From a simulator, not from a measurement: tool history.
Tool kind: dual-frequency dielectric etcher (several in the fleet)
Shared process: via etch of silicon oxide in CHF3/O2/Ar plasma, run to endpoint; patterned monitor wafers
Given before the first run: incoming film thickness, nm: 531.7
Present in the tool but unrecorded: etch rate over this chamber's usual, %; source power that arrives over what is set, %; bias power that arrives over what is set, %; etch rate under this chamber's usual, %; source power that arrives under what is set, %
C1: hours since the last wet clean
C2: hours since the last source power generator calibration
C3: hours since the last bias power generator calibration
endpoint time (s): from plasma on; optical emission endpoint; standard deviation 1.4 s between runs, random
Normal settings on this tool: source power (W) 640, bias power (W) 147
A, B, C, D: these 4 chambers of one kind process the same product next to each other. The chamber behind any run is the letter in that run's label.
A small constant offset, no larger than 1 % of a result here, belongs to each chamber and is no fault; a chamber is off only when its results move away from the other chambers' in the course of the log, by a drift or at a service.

Run 1D, hour 4.0: usual settings; C1 365.2; C2 2115.4; C3 848.9. Result: endpoint time (s) 283.88.
Run 2A, hour 9.7: usual settings; C1 155.6; C2 1249.1; C3 946.8. Result: endpoint time (s) 280.10.
Run 3C, hour 16.8: usual settings; C1 93.9; C2 4233.1; C3 2255.5. Result: endpoint time (s) 279.47.
Run 4B, hour 23.7: usual settings; C1 188.1; C2 3143.1; C3 344.0. Result: endpoint time (s) 283.82.
At hour 24.3: chamber D: wet clean of the chamber.
Run 5B, hour 31.0: usual settings; C1 195.4; C2 3150.4; C3 351.3. Result: endpoint time (s) 285.22.
Run 6D, hour 36.0: usual settings; C1 11.8; C2 2147.4; C3 880.9. Result: endpoint time (s) 281.25.
Run 7C, hour 42.3: usual settings; C1 119.4; C2 4258.6; C3 2281.0. Result: endpoint time (s) 280.66.
Run 8A, hour 47.5: usual settings but source power (W) 720; C1 193.4; C2 1286.9; C3 984.6. Result: endpoint time (s) 268.87.
Run 9D, hour 53.4: usual settings but source power (W) 720; C1 29.2; C2 2164.8; C3 898.3. Result: endpoint time (s) 269.13.
Run 10C, hour 60.3: usual settings but source power (W) 720; C1 137.4; C2 4276.6; C3 2299.0. Result: endpoint time (s) 266.88.
Run 11A, hour 68.5: usual settings but source power (W) 720; C1 214.4; C2 1307.9; C3 1005.6. Result: endpoint time (s) 268.94.
Run 12B, hour 74.7: usual settings; C1 239.1; C2 3194.1; C3 395.0. Result: endpoint time (s) 286.46.
Run 13A, hour 81.8: usual settings; C1 227.7; C2 1321.2; C3 1018.9. Result: endpoint time (s) 282.01.
Run 14C, hour 90.4: usual settings; C1 167.5; C2 4306.7; C3 2329.1. Result: endpoint time (s) 280.05.
Run 15D, hour 97.6: usual settings but source power (W) 760, bias power (W) 167; C1 73.4; C2 2209.0; C3 942.5. Result: endpoint time (s) 252.87.
Run 16B, hour 105.6: usual settings but source power (W) 760, bias power (W) 167; C1 270.0; C2 3225.0; C3 425.9. Result: endpoint time (s) 261.40.
Run 17A, hour 109.8: usual settings but source power (W) 760, bias power (W) 167; C1 255.7; C2 1349.2; C3 1046.9. Result: endpoint time (s) 252.28.
Run 18D, hour 118.2: usual settings but source power (W) 760, bias power (W) 167; C1 94.0; C2 2229.6; C3 963.1. Result: endpoint time (s) 251.89.
Run 19B, hour 124.6: usual settings; C1 289.0; C2 3244.0; C3 444.9. Result: endpoint time (s) 290.86.
Run 20C, hour 130.0: usual settings; C1 207.1; C2 4346.3; C3 2368.7. Result: endpoint time (s) 278.24.
Run 21B, hour 134.7: usual settings; C1 299.1; C2 3254.1; C3 455.0. Result: endpoint time (s) 289.63.
Run 22C, hour 141.7: usual settings but source power (W) 760; C1 218.8; C2 4358.0; C3 2380.4. Result: endpoint time (s) 259.49.
Run 23D, hour 148.3: usual settings but source power (W) 760; C1 124.1; C2 2259.7; C3 993.2. Result: endpoint time (s) 264.86.
Run 24A, hour 154.6: usual settings but source power (W) 760; C1 300.5; C2 1394.0; C3 1091.7. Result: endpoint time (s) 262.65.
Run 25A, hour 162.9: usual settings but source power (W) 760; C1 308.8; C2 1402.3; C3 1100.0. Result: endpoint time (s) 263.76.
Run 26C, hour 171.0: usual settings; C1 248.1; C2 4387.3; C3 2409.7. Result: endpoint time (s) 278.51.
Run 27B, hour 178.2: usual settings; C1 342.6; C2 3297.6; C3 498.5. Result: endpoint time (s) 291.31.
Run 28D, hour 187.0: usual settings; C1 162.8; C2 2298.4; C3 1031.9. Result: endpoint time (s) 280.92.
Run 29C, hour 192.9: usual settings but source power (W) 580, bias power (W) 135; C1 270.0; C2 4409.2; C3 2431.6. Result: endpoint time (s) 297.76.
Run 30D, hour 200.1: usual settings but source power (W) 580, bias power (W) 135; C1 175.9; C2 2311.5; C3 1045.0. Result: endpoint time (s) 300.74.
Run 31B, hour 208.2: usual settings but source power (W) 580, bias power (W) 135; C1 372.6; C2 3327.6; C3 528.5. Result: endpoint time (s) 314.41.
Run 32A, hour 216.0: usual settings but source power (W) 580, bias power (W) 135; C1 361.9; C2 1455.4; C3 1153.1. Result: endpoint time (s) 299.30.
Run 33B, hour 222.6: usual settings; C1 387.0; C2 3342.0; C3 542.9. Result: endpoint time (s) 296.00.
Run 34D, hour 229.1: usual settings but source power (W) 780, bias power (W) 166; C1 204.9; C2 2340.5; C3 1074.0. Result: endpoint time (s) 251.95.
Run 35C, hour 235.0: usual settings but source power (W) 780, bias power (W) 166; C1 312.1; C2 4451.3; C3 2473.7. Result: endpoint time (s) 248.53.
Run 36A, hour 243.7: usual settings but source power (W) 780, bias power (W) 166; C1 389.6; C2 1483.1; C3 1180.8. Result: endpoint time (s) 252.41.
Run 37A, hour 250.0: usual settings but source power (W) 780, bias power (W) 166; C1 395.9; C2 1489.4; C3 1187.1. Result: endpoint time (s) 248.01.

Predict what each chamber gives when all 4 of them run the settings below next.
Run 38A, hour 256.6: usual settings but source power (W) 780. Result: endpoint time (s) ?.
Run 38B, hour 256.6: usual settings but source power (W) 780. Result: endpoint time (s) ?.
Run 38C, hour 256.6: usual settings but source power (W) 780. Result: endpoint time (s) ?.
Run 38D, hour 256.6: usual settings but source power (W) 780. Result: endpoint time (s) ?.

run  endpoint time (s)
38A             258.43
38B             276.39
38C             257.40
38D             263.50
